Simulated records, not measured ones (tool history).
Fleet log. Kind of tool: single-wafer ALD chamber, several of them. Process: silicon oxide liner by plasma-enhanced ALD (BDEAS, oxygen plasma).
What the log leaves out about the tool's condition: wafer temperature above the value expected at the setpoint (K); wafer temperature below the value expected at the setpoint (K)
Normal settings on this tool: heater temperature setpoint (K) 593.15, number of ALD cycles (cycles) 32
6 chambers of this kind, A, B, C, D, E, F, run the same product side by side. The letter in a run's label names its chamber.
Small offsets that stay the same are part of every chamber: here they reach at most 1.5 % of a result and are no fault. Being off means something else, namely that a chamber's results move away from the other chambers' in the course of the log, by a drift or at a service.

run	hour	heater temperature setpoint (K)	number of ALD cycles (cycles)	hours since the last thermocouple change	read-back reference wafer on the same gauge, thickness_nm	mean film thickness on the monitor wafer (angstrom)
1D	8.1	593.15	32	101	3.08	28.804
2A	15.8	593.15	32	1042.7	3.0798	28.978
3E	23.5	593.15	32	1110.9	3.0789	28.917
4C	28.7	593.15	32	1100.6	3.0779	29.244
5B	33.9	593.15	32	1595.9	3.0784	29.071
6F	42.9	593.15	32	2070	3.0783	28.889
7E	50.5	593.15	32	1137.9	3.0776	28.885
8C	55.9	593.15	32	1127.8	3.0777	29.293
9F	63.9	593.15	32	2091	3.0776	28.853
10D	71.6	593.15	32	164.5	3.0766	28.754
11A	80.7	593.15	32	1107.6	3.0767	28.975
12B	87.1	593.15	32	1649.1	3.076	29.098
13A	94.1	593.15	32	1121	3.0747	28.902
14F	101.7	593.15	32	2128.8	3.0753	28.827
15D	107.6	587.15	32	200.5	3.0753	29.013
16E	111.8	587.15	32	1199.2	3.0759	29.122
17B	118.4	587.15	32	1680.4	3.0745	29.31
18C	125	587.15	32	1196.9	3.074	29.55
# hour 127.2: chamber E: thermocouple changed; heater temperature recalibrated
19B	130	587.15	32	1692	3.0746	29.317
20D	135.6	587.15	32	228.5	3.0737	28.991
21F	142.5	593.15	32	2169.6	3.0736	28.848
22A	150.5	593.15	32	1177.4	3.0718	28.883
23E	157	593.15	32	29.9	3.0732	28.867
24C	163.5	607.15	38	1235.4	3.0731	33.972
25F	168	607.15	38	2195.1	3.0723	33.519
26A	172.1	607.15	38	1199	3.0722	33.634
27E	180.6	607.15	38	53.5	3.0717	33.691
28B	188.1	607.15	38	1750.1	3.0711	33.731
29C	195.7	607.15	38	1267.6	3.0706	34.027
30D	200.6	584.15	34	293.5	3.0707	30.903
31F	208.4	584.15	34	2235.5	3.0703	30.996
32B	214.6	584.15	34	1776.6	3.0705	31.2
33A	222	584.15	34	1248.9	3.07	31.067
34C	229.9	584.15	34	1301.8	3.0691	31.447
35E	238	584.15	34	110.9	3.0698	31.06
36D	243.9	593.15	32	336.8	3.0681	28.719
37E	252.1	605.15	26	125	3.0691	23.004
38C	257.2	605.15	26	1329.1	3.0687	23.315
39D	265.5	605.15	26	358.4	3.0684	22.938
40B	271.6	605.15	26	1833.6	3.068	23.153
41F	280.5	605.15	26	2307.6	3.0675	22.937
42A	285	605.15	26	1311.9	3.0665	23.061
43D	291.5	583.15	29	384.4	3.0671	26.361

Is one chamber out of step, is the gauge drifting, or do the chambers differ by no more than their own small offsets? For an off chamber, give its letter and the likeliest cause.

It is the gauge, not a chamber: its drift shows up in every chamber's results at once, and no chamber is off.
Cause: gauge reads low (%) = 0.44.

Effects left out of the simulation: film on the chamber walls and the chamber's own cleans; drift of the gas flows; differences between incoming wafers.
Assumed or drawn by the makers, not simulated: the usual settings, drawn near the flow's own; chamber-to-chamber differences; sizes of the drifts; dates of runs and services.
